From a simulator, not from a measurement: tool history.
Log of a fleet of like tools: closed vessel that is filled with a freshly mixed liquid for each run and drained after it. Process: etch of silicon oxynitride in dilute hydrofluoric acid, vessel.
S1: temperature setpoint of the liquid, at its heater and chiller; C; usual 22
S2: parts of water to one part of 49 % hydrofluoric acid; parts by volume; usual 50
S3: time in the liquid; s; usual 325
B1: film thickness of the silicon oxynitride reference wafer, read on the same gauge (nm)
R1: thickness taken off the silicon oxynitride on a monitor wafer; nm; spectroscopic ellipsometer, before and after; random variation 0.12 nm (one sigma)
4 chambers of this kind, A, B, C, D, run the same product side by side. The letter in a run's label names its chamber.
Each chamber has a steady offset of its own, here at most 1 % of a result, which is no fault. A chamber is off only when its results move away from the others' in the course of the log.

run	day	S1	S2	S3	B1	R1
1D	0.304	22	50	325	89.957	16.695
# day 0.438: chamber B: hydrofluoric acid flow meter replaced
2B	0.517	22	50	325	90.012	16.37
3A	0.967	22	50	325	89.999	16.264
4C	1.192	22	50	325	90.007	16.569
5C	1.567	22	50	325	89.975	16.449
6D	1.85	22	50	325	89.971	16.463
7A	2.238	22	50	325	89.982	16.381
8B	2.671	22	65	325	89.993	12.524
9B	3.008	22	65	325	90.021	12.701
10C	3.254	22	65	325	90.024	12.687
# day 3.342: chamber A: thermometer replaced
11D	3.542	22	65	325	89.981	12.713
12A	3.929	22	50	325	89.999	16.47
13C	4.388	22	50	325	89.99	16.336
14A	4.638	22	50	325	90.042	16.319
15B	5.017	22	50	325	90.009	16.994
16D	5.321	22	25	325	89.972	34.297
17C	5.675	22	25	325	90.013	32.654
18D	5.938	22	25	325	89.97	34.25
19A	6.146	22	25	325	90.035	33.293
20B	6.5	22	50	325	89.996	17.594
21A	6.946	19	50	225	89.98	9.7299
22C	7.271	19	50	225	89.968	9.6129
23B	7.654	19	50	225	90.032	10.578
24D	8.096	19	50	225	90.021	9.8742
25B	8.329	22	50	325	89.964	17.755
26C	8.625	22	50	325	89.96	16.522
27A	8.908	22	50	325	89.936	16.586
28D	9.15	22	50	325	90.01	16.418
29A	9.433	22	50	325	89.971	16.244
30D	9.821	22	50	395	89.996	20.037

All 4 chambers run these settings next. Forecast each chamber's results:
31A	10.158	26.5	50	325		?
31B	10.158	26.5	50	325		?
31C	10.158	26.5	50	325		?
31D	10.158	26.5	50	325		?

run	R1
31A	20.242
31B	22.578
31C	20.195
31D	20.889

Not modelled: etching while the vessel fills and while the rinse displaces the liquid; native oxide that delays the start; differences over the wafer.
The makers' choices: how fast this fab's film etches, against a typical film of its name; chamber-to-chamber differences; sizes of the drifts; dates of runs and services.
